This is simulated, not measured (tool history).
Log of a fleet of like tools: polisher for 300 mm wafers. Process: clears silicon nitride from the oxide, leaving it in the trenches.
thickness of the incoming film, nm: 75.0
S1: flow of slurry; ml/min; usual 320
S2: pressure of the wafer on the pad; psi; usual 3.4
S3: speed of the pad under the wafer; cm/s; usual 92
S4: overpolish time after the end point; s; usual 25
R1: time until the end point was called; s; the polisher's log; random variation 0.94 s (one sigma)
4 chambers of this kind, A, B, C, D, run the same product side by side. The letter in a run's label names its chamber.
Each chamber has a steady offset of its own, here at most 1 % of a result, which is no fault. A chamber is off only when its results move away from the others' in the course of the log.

run	hour	S1	S2	S3	S4	R1
1B	8.9	320	3.4	92	25	87.557
2C	14	320	3.4	92	25	87.987
# hour 18.3: chamber A: head pressure recalibrated
3A	22.2	320	3.4	92	25	90.155
# hour 27.8: chamber A: worn pad replaced by a new one
4D	29.3	320	3.4	92	25	90.85
# hour 30.2: chamber B: slurry nozzle cleaned
# hour 38.2: chamber D: slurry nozzle cleaned
5A	38.6	320	3.4	92	25	91.103
# hour 42.5: chamber C: worn pad replaced by a new one
6C	44.4	320	4.1	92	25	72.329
7B	50	320	4.1	92	25	72.526
8D	57.5	320	4.1	92	25	74.836
# hour 58.2: chamber D: worn pad replaced by a new one
9D	66.5	320	4.1	92	25	74.417
10C	71.7	320	3.4	92	25	87.129
11A	79.9	320	3.4	92	25	88.41
12B	87.6	320	3.4	92	25	88.715
13A	93.9	320	3.4	92	25	89.012
14D	98.1	320	3.4	92	25	89.166
15C	102.5	320	3.4	92	25	86.954
# hour 107.6: chamber C: worn pad replaced by a new one
# hour 110.5: chamber A: slurry nozzle cleaned
16B	110.6	320	3.4	92	25	89.362
# hour 114.6: chamber A: worn pad replaced by a new one
17B	117.3	320	3.4	92	25	92.731
# hour 119.1: chamber D: worn pad replaced by a new one
# hour 124.9: chamber C: head pressure recalibrated
18D	126	320	3.4	92	25	89.614
19C	133.1	380	3.4	92	25	86.462
20A	137.4	380	3.4	92	25	87.589
21B	145.2	380	3.4	92	25	90.522
22D	152.7	380	3.4	92	25	87.929
23A	158	320	4.5	92	25	67.871
24C	166.9	320	4.5	92	25	66.909
25B	176.5	320	4.5	92	25	71.439
# hour 177.4: chamber C: worn pad replaced by a new one
26A	181.1	320	4.5	92	25	69.386
# hour 186.5: chamber D: worn pad replaced by a new one
27C	186.6	320	3.4	92	25	87.602
28D	193.4	320	3.4	92	25	88.688
29A	202.3	320	3.4	92	25	90.19
30D	209.3	320	3.4	92	25	87.641
31B	213.8	320	3.4	92	25	95.585
# hour 215: chamber A: worn pad replaced by a new one
32C	221.7	320	3.4	92	25	86.894
33A	230.2	320	3.4	92	25	89.582

Is one chamber off against the others, does the gauge drift, or is nothing wrong? If a chamber is off, say which, and what the likeliest cause is.

Chamber B drifts away from the others.
Cause: removal rate lost through wear of the pad, % = 8.43.
The log may not tell that from: head's pressure below its setpoint, %.

Here are 4 candidates for chamber B's next run, each the usual settings with a change, their results left as question marks. Which one brings its results back in line with what the others give on the usual settings?
In line means no further than this from the other chambers' mean on the usual settings: R1 3.3 s
34B-1	237.1	320	3.4	84	25	?
34B-2	237.1	320	3.6	96	25	?
34B-3	237.1	320	2.8	92	25	?
34B-4	237.1	325	3.7	102	25	?

The other chambers' mean on the usual settings: R1 89.175 s
run	R1
34B-1	106.77
34B-2	88.201
34B-3	118.07
34B-4	80.651
34B-2 brings the chamber back in line.
